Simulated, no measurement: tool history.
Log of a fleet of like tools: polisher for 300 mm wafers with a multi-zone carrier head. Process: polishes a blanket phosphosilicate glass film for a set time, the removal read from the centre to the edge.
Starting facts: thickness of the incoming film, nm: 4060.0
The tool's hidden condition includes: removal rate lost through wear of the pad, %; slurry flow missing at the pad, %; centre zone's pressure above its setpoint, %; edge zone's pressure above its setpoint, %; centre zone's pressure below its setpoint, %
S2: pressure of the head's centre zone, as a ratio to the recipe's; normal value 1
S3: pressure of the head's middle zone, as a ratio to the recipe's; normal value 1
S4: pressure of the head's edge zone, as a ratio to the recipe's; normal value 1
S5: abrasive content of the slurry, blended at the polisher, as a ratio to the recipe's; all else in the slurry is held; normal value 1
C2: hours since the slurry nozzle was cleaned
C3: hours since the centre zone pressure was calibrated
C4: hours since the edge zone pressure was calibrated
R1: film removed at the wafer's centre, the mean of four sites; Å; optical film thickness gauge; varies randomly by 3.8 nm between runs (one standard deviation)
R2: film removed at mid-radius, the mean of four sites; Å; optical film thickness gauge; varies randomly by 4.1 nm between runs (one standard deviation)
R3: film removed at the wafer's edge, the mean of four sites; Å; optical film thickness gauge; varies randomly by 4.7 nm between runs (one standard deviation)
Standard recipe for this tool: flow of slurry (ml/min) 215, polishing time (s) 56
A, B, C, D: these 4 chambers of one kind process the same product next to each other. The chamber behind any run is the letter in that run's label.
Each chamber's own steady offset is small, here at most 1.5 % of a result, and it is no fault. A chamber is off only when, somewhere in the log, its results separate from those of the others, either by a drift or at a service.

{"run": "1A", "hour": 5.7, "flow of slurry (ml/min)": 215, "S2": 1, "S3": 1, "S4": 1, "S5": 1, "polishing time (s)": 56, "wafers polished on this pad": 660, "C2": 315.2, "C3": 578.4, "C4": 891.2, "R1": 5599, "R2": 5627.3, "R3": 5659}
{"run": "2C", "hour": 11.1, "flow of slurry (ml/min)": 215, "S2": 1, "S3": 1, "S4": 1, "S5": 1, "polishing time (s)": 56, "wafers polished on this pad": 1322, "C2": 328.7, "C3": 643, "C4": 231.3, "R1": 5529.5, "R2": 5548.4, "R3": 5661.8}
{"hour": 16.6, "done": "chamber C: worn pad replaced by a new one"}
{"run": "3B", "hour": 18.0, "flow of slurry (ml/min)": 215, "S2": 1, "S3": 1, "S4": 1, "S5": 1, "polishing time (s)": 56, "wafers polished on this pad": 810, "C2": 318.6, "C3": 827.9, "C4": 613, "R1": 5640.7, "R2": 5515.6, "R3": 5633.1}
{"run": "4D", "hour": 25.3, "flow of slurry (ml/min)": 215, "S2": 1, "S3": 1, "S4": 1, "S5": 1, "polishing time (s)": 56, "wafers polished on this pad": 500, "C2": 393.1, "C3": 150.3, "C4": 858.7, "R1": 5599.2, "R2": 5630.4, "R3": 5602.6}
{"run": "5B", "hour": 30.3, "flow of slurry (ml/min)": 215, "S2": 1, "S3": 1, "S4": 1.11, "S5": 1, "polishing time (s)": 75, "wafers polished on this pad": 983, "C2": 330.9, "C3": 840.2, "C4": 625.3, "R1": 7444.9, "R2": 7318.4, "R3": 7820.8}
{"run": "6D", "hour": 34.8, "flow of slurry (ml/min)": 215, "S2": 1, "S3": 1, "S4": 1.11, "S5": 1, "polishing time (s)": 75, "wafers polished on this pad": 633, "C2": 402.6, "C3": 159.8, "C4": 868.2, "R1": 7490.6, "R2": 7437.6, "R3": 7907.4}
{"hour": 34.9, "done": "chamber D: worn pad replaced by a new one"}
{"run": "7A", "hour": 39.5, "flow of slurry (ml/min)": 215, "S2": 1, "S3": 1, "S4": 1.11, "S5": 1, "polishing time (s)": 75, "wafers polished on this pad": 1133, "C2": 349, "C3": 612.2, "C4": 925, "R1": 7475.4, "R2": 7554.9, "R3": 7894.7}
{"run": "8C", "hour": 45.0, "flow of slurry (ml/min)": 215, "S2": 1, "S3": 1, "S4": 1.11, "S5": 1, "polishing time (s)": 75, "wafers polished on this pad": 397, "C2": 362.6, "C3": 676.9, "C4": 265.2, "R1": 7483, "R2": 7576.5, "R3": 7805.7}
{"hour": 45.7, "done": "chamber B: worn pad replaced by a new one"}
{"run": "9C", "hour": 49.8, "flow of slurry (ml/min)": 215, "S2": 1, "S3": 1, "S4": 1, "S5": 1, "polishing time (s)": 56, "wafers polished on this pad": 465, "C2": 367.4, "C3": 681.7, "C4": 270, "R1": 5528.3, "R2": 5524.5, "R3": 5538.3}
{"run": "10B", "hour": 57.6, "flow of slurry (ml/min)": 215, "S2": 1, "S3": 1, "S4": 1, "S5": 1, "polishing time (s)": 56, "wafers polished on this pad": 167, "C2": 358.2, "C3": 867.5, "C4": 652.6, "R1": 5566.8, "R2": 5577.4, "R3": 5637.1}
{"run": "11D", "hour": 61.9, "flow of slurry (ml/min)": 215, "S2": 1, "S3": 1, "S4": 1, "S5": 1, "polishing time (s)": 56, "wafers polished on this pad": 378, "C2": 429.7, "C3": 186.9, "C4": 895.3, "R1": 5592.9, "R2": 5564.5, "R3": 5603.2}
{"hour": 64.1, "done": "chamber A: worn pad replaced by a new one"}
{"run": "12A", "hour": 70.1, "flow of slurry (ml/min)": 215, "S2": 1, "S3": 1, "S4": 1, "S5": 1.25, "polishing time (s)": 72, "wafers polished on this pad": 84, "C2": 379.6, "C3": 642.8, "C4": 955.6, "R1": 7928.9, "R2": 7953, "R3": 8026}
{"hour": 77.2, "done": "chamber D: worn pad replaced by a new one"}
{"run": "13C", "hour": 78.4, "flow of slurry (ml/min)": 215, "S2": 1, "S3": 1, "S4": 1, "S5": 1.25, "polishing time (s)": 72, "wafers polished on this pad": 865, "C2": 396, "C3": 710.3, "C4": 298.6, "R1": 7846.5, "R2": 7792.6, "R3": 7971.4}
{"run": "14D", "hour": 82.6, "flow of slurry (ml/min)": 215, "S2": 1, "S3": 1, "S4": 1, "S5": 1.25, "polishing time (s)": 72, "wafers polished on this pad": 76, "C2": 450.4, "C3": 207.6, "C4": 916, "R1": 7919.7, "R2": 7948, "R3": 7946.6}
{"run": "15A", "hour": 90.6, "flow of slurry (ml/min)": 215, "S2": 1, "S3": 1, "S4": 1, "S5": 1.25, "polishing time (s)": 72, "wafers polished on this pad": 371, "C2": 400.1, "C3": 663.3, "C4": 976.1, "R1": 7945.2, "R2": 7934, "R3": 8064.9}
{"run": "16B", "hour": 96.7, "flow of slurry (ml/min)": 215, "S2": 1, "S3": 1, "S4": 1, "S5": 1, "polishing time (s)": 56, "wafers polished on this pad": 714, "C2": 397.3, "C3": 906.6, "C4": 691.7, "R1": 5571.4, "R2": 5548.3, "R3": 5612.7}
{"run": "17D", "hour": 102.4, "flow of slurry (ml/min)": 215, "S2": 1, "S3": 1, "S4": 1, "S5": 1, "polishing time (s)": 56, "wafers polished on this pad": 353, "C2": 470.2, "C3": 227.4, "C4": 935.8, "R1": 5619, "R2": 5583.5, "R3": 5600.5}
{"run": "18B", "hour": 107.9, "flow of slurry (ml/min)": 215, "S2": 1, "S3": 1, "S4": 1, "S5": 1, "polishing time (s)": 56, "wafers polished on this pad": 870, "C2": 408.5, "C3": 917.8, "C4": 702.9, "R1": 5557.3, "R2": 5523.7, "R3": 5613.9}
{"run": "19A", "hour": 114.2, "flow of slurry (ml/min)": 215, "S2": 1, "S3": 1, "S4": 1, "S5": 1, "polishing time (s)": 56, "wafers polished on this pad": 701, "C2": 423.7, "C3": 686.9, "C4": 999.7, "R1": 5618.9, "R2": 5603.6, "R3": 5646.1}
{"hour": 115.9, "done": "chamber B: worn pad replaced by a new one"}
{"hour": 118.6, "done": "chamber C: worn pad replaced by a new one"}
{"hour": 119.5, "done": "chamber B: slurry nozzle cleaned"}
{"run": "20C", "hour": 119.7, "flow of slurry (ml/min)": 215, "S2": 1.07, "S3": 1, "S4": 1, "S5": 1, "polishing time (s)": 56, "wafers polished on this pad": 16, "C2": 437.3, "C3": 751.6, "C4": 339.9, "R1": 5936.9, "R2": 5627.5, "R3": 5621.7}
{"run": "21A", "hour": 123.5, "flow of slurry (ml/min)": 215, "S2": 1.07, "S3": 1, "S4": 1, "S5": 1, "polishing time (s)": 56, "wafers polished on this pad": 831, "C2": 433, "C3": 696.2, "C4": 1009, "R1": 5988.2, "R2": 5587.6, "R3": 5718.8}
{"hour": 128.5, "done": "chamber D: worn pad replaced by a new one"}
{"run": "22B", "hour": 129.5, "flow of slurry (ml/min)": 215, "S2": 1.07, "S3": 1, "S4": 1, "S5": 1, "polishing time (s)": 56, "wafers polished on this pad": 191, "C2": 10.1, "C3": 939.4, "C4": 724.5, "R1": 6041, "R2": 5602.3, "R3": 5539.9}
{"run": "23D", "hour": 137.9, "flow of slurry (ml/min)": 215, "S2": 1.07, "S3": 1, "S4": 1, "S5": 1, "polishing time (s)": 56, "wafers polished on this pad": 132, "C2": 505.7, "C3": 262.9, "C4": 971.3, "R1": 6030.8, "R2": 5578.8, "R3": 5678.3}
{"run": "24C", "hour": 142.4, "flow of slurry (ml/min)": 215, "S2": 1, "S3": 1, "S4": 1, "S5": 1, "polishing time (s)": 56, "wafers polished on this pad": 334, "C2": 460, "C3": 774.3, "C4": 362.6, "R1": 5359.2, "R2": 5565.7, "R3": 5518}
{"run": "25C", "hour": 147.0, "flow of slurry (ml/min)": 215, "S2": 1, "S3": 1, "S4": 0.93, "S5": 1, "polishing time (s)": 56, "wafers polished on this pad": 398, "C2": 464.6, "C3": 778.9, "C4": 367.2, "R1": 5473.8, "R2": 5657.2, "R3": 5442.4}
{"run": "26A", "hour": 150.8, "flow of slurry (ml/min)": 215, "S2": 1, "S3": 1, "S4": 0.93, "S5": 1, "polishing time (s)": 56, "wafers polished on this pad": 1213, "C2": 460.3, "C3": 723.5, "C4": 1036.3, "R1": 5632.3, "R2": 5612.7, "R3": 5433.5}
{"run": "27B", "hour": 155.2, "flow of slurry (ml/min)": 215, "S2": 1, "S3": 1, "S4": 0.93, "S5": 1, "polishing time (s)": 56, "wafers polished on this pad": 550, "C2": 35.8, "C3": 965.1, "C4": 750.2, "R1": 5568.8, "R2": 5533.2, "R3": 5357.9}
{"run": "28D", "hour": 162.7, "flow of slurry (ml/min)": 215, "S2": 1, "S3": 1, "S4": 0.93, "S5": 1, "polishing time (s)": 56, "wafers polished on this pad": 479, "C2": 530.5, "C3": 287.7, "C4": 996.1, "R1": 5604.7, "R2": 5584.9, "R3": 5408.9}
{"hour": 171.0, "done": "chamber A: worn pad replaced by a new one"}
{"run": "29C", "hour": 171.1, "flow of slurry (ml/min)": 215, "S2": 1, "S3": 1, "S4": 1, "S5": 1, "polishing time (s)": 56, "wafers polished on this pad": 735, "C2": 488.7, "C3": 803, "C4": 391.3, "R1": 5382.7, "R2": 5546.6, "R3": 5577}
{"run": "30D", "hour": 176.1, "flow of slurry (ml/min)": 215, "S2": 1, "S3": 1, "S4": 1, "S5": 1, "polishing time (s)": 56, "wafers polished on this pad": 666, "C2": 543.9, "C3": 301.1, "C4": 1009.5, "R1": 5583, "R2": 5554.4, "R3": 5682.2}
{"hour": 176.7, "done": "chamber D: worn pad replaced by a new one"}
{"run": "31B", "hour": 180.8, "flow of slurry (ml/min)": 215, "S2": 1, "S3": 0.91, "S4": 1, "S5": 1, "polishing time (s)": 66, "wafers polished on this pad": 908, "C2": 61.4, "C3": 990.7, "C4": 775.8, "R1": 6657.5, "R2": 5980.1, "R3": 6648.4}
{"run": "32A", "hour": 185.8, "flow of slurry (ml/min)": 215, "S2": 1, "S3": 0.91, "S4": 1, "S5": 1, "polishing time (s)": 66, "wafers polished on this pad": 207, "C2": 495.3, "C3": 758.5, "C4": 1071.3, "R1": 6631.2, "R2": 6000.6, "R3": 6679}
{"hour": 189.4, "done": "chamber B: worn pad replaced by a new one"}
{"run": "33A", "hour": 191.3, "flow of slurry (ml/min)": 215, "S2": 1, "S3": 0.91, "S4": 1, "S5": 1, "polishing time (s)": 66, "wafers polished on this pad": 284, "C2": 500.8, "C3": 764, "C4": 1076.8, "R1": 6586.6, "R2": 6012.9, "R3": 6782.2}
{"run": "34D", "hour": 200.0, "flow of slurry (ml/min)": 215, "S2": 1, "S3": 0.91, "S4": 1, "S5": 1, "polishing time (s)": 66, "wafers polished on this pad": 326, "C2": 567.8, "C3": 325, "C4": 1033.4, "R1": 6586.2, "R2": 6031.7, "R3": 6746.7}
{"run": "35B", "hour": 204.1, "flow of slurry (ml/min)": 215, "S2": 1, "S3": 1, "S4": 1, "S5": 1, "polishing time (s)": 56, "wafers polished on this pad": 205, "C2": 84.7, "C3": 1014, "C4": 799.1, "R1": 5578.1, "R2": 5554.1, "R3": 5648.7}
{"hour": 207.5, "done": "chamber C: worn pad replaced by a new one"}
{"run": "36C", "hour": 212.5, "flow of slurry (ml/min)": 215, "S2": 1, "S3": 1, "S4": 1, "S5": 1, "polishing time (s)": 56, "wafers polished on this pad": 70, "C2": 530.1, "C3": 844.4, "C4": 432.7, "R1": 5242.7, "R2": 5573.3, "R3": 5616.2}

All chambers now run identical settings, listed one chamber a line with results as question marks. What results will each chamber show?
{"run": "37A", "hour": 218.8, "flow of slurry (ml/min)": 215, "S2": 1, "S3": 1, "S4": 1, "S5": 1, "polishing time (s)": 56, "R1": "?", "R2": "?", "R3": "?"}
{"run": "37B", "hour": 218.8, "flow of slurry (ml/min)": 215, "S2": 1, "S3": 1, "S4": 1, "S5": 1, "polishing time (s)": 56, "R1": "?", "R2": "?", "R3": "?"}
{"run": "37C", "hour": 218.8, "flow of slurry (ml/min)": 215, "S2": 1, "S3": 1, "S4": 1, "S5": 1, "polishing time (s)": 56, "R1": "?", "R2": "?", "R3": "?"}
{"run": "37D", "hour": 218.8, "flow of slurry (ml/min)": 215, "S2": 1, "S3": 1, "S4": 1, "S5": 1, "polishing time (s)": 56, "R1": "?", "R2": "?", "R3": "?"}

run=37A R1=5658.7 R2=5613.6 R3=5726.3
run=37B R1=5624.4 R2=5608 R3=5522.4
run=37C R1=5293.2 R2=5601 R3=5625.8
run=37D R1=5557.7 R2=5530.8 R3=5660.5
